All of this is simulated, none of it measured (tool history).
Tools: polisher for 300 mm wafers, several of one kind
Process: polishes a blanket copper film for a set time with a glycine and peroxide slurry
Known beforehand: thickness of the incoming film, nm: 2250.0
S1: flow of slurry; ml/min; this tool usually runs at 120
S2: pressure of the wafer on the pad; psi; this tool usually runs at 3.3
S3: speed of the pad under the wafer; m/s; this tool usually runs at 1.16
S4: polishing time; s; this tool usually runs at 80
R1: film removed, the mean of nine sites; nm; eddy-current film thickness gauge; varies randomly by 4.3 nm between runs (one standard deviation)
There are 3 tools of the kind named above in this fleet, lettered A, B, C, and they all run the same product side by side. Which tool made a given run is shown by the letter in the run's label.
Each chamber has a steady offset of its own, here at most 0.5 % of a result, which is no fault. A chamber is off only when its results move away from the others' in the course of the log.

run   hour   S1   S2    S3  S4      R1
 1C   10.8  120  3.3  1.16  80  542.76
 2B   22.5  120  3.3  1.16  80  549.82
 3A   31.3  120  3.3  1.16  80  551.76
      36.2  -- chamber C: worn pad replaced by a new one
      39.9  -- chamber B: worn pad replaced by a new one
      40.9  -- chamber A: worn pad replaced by a new one
 4A   41.0  120  3.3  1.16  80  543.46
 5B   55.4  120  3.3  1.16  80  548.22
 6C   66.1  120  3.3  1.16  80  541.86
 7C   72.9  120  3.3  1.16  80  538.45
 8A   84.7  120  3.3  1.16  80  540.54
 9B   97.9  120  3.3  1.16  80  547.46
10B  108.9  120  3.3  1.16  80  554.50
     112.4  -- chamber A: worn pad replaced by a new one
11C  122.2  120  3.3  1.16  80  536.73
     122.4  -- chamber C: worn pad replaced by a new one
12A  131.7  120  3.3  1.16  80  541.73
     138.0  -- chamber B: worn pad replaced by a new one
13B  145.4  120  3.3  1.16  80  544.76
14C  154.6  120  3.3  1.16  80  549.68
15A  162.9  120  3.3  1.16  80  546.86
     172.4  -- chamber C: head pressure recalibrated
16C  172.9  120  3.3  1.16  80  572.95
     177.5  -- chamber A: worn pad replaced by a new one
17B  184.7  120  3.3  1.16  80  542.27
18A  193.1  120  3.3  1.16  80  544.46
19B  201.5  120  3.3  1.16  80  540.46
     202.9  -- chamber C: worn pad replaced by a new one
20C  209.6  120  3.3  1.16  80  571.70
21A  221.1  120  3.3  1.16  80  540.21
22A  228.2  145  3.3  1.42  80  681.52
23B  235.3  145  3.3  1.42  80  677.04
     239.6  -- chamber B: slurry nozzle cleaned
24C  248.5  145  3.3  1.42  80  706.13
     253.0  -- chamber B: worn pad replaced by a new one
     254.0  -- chamber A: worn pad replaced by a new one
     254.9  -- chamber B: head pressure recalibrated
25C  262.8  120  3.3  1.16  80  569.68
26A  270.9  120  3.3  1.16  80  548.09
27B  280.1  120  3.3  1.16  80  552.90
28A  289.6  120  3.3  1.16  80  552.45
29C  297.4  120  3.3  1.16  80  559.20
     299.6  -- chamber C: worn pad replaced by a new one
30B  310.1  120  3.3  1.16  80  541.74
31A  319.8  120  3.3  1.16  80  544.86
32B  330.9  120  3.3  1.16  80  545.88
33C  344.7  120  3.3  1.16  80  570.33

Read the log: is a single chamber off, either drifting away or since a service, is the gauge that measures every chamber drifting, or is nothing wrong beyond small per-chamber offsets? Name any odd chamber and what most likely caused it.

Chamber C came out of a service off from its peers and stayed that way.
What lies behind it: head's pressure above its setpoint, % = 5.34.

Chamber C could run next with any of the 4 candidate recipes listed below; each alters the usual settings, and their results appear as question marks. Which one brings its results back in line with what the other chambers deliver on the usual settings?
In-line tolerance around the mean of the other chambers on the usual settings: R1 15.00 nm
34C-1  355.1  120  3.0  1.16  80   ?
34C-2  355.1  120  3.3  1.10  80   ?
34C-3  355.1  120  3.4  1.20  83   ?
34C-4  355.1  120  3.3  1.18  82   ?

Average result of the remaining chambers running the usual settings: R1 545.57 nm
  run      R1
34C-1  523.95
34C-2  542.82
34C-3  623.33
34C-4  591.37
With 34C-2, the chamber falls back in line with the rest.
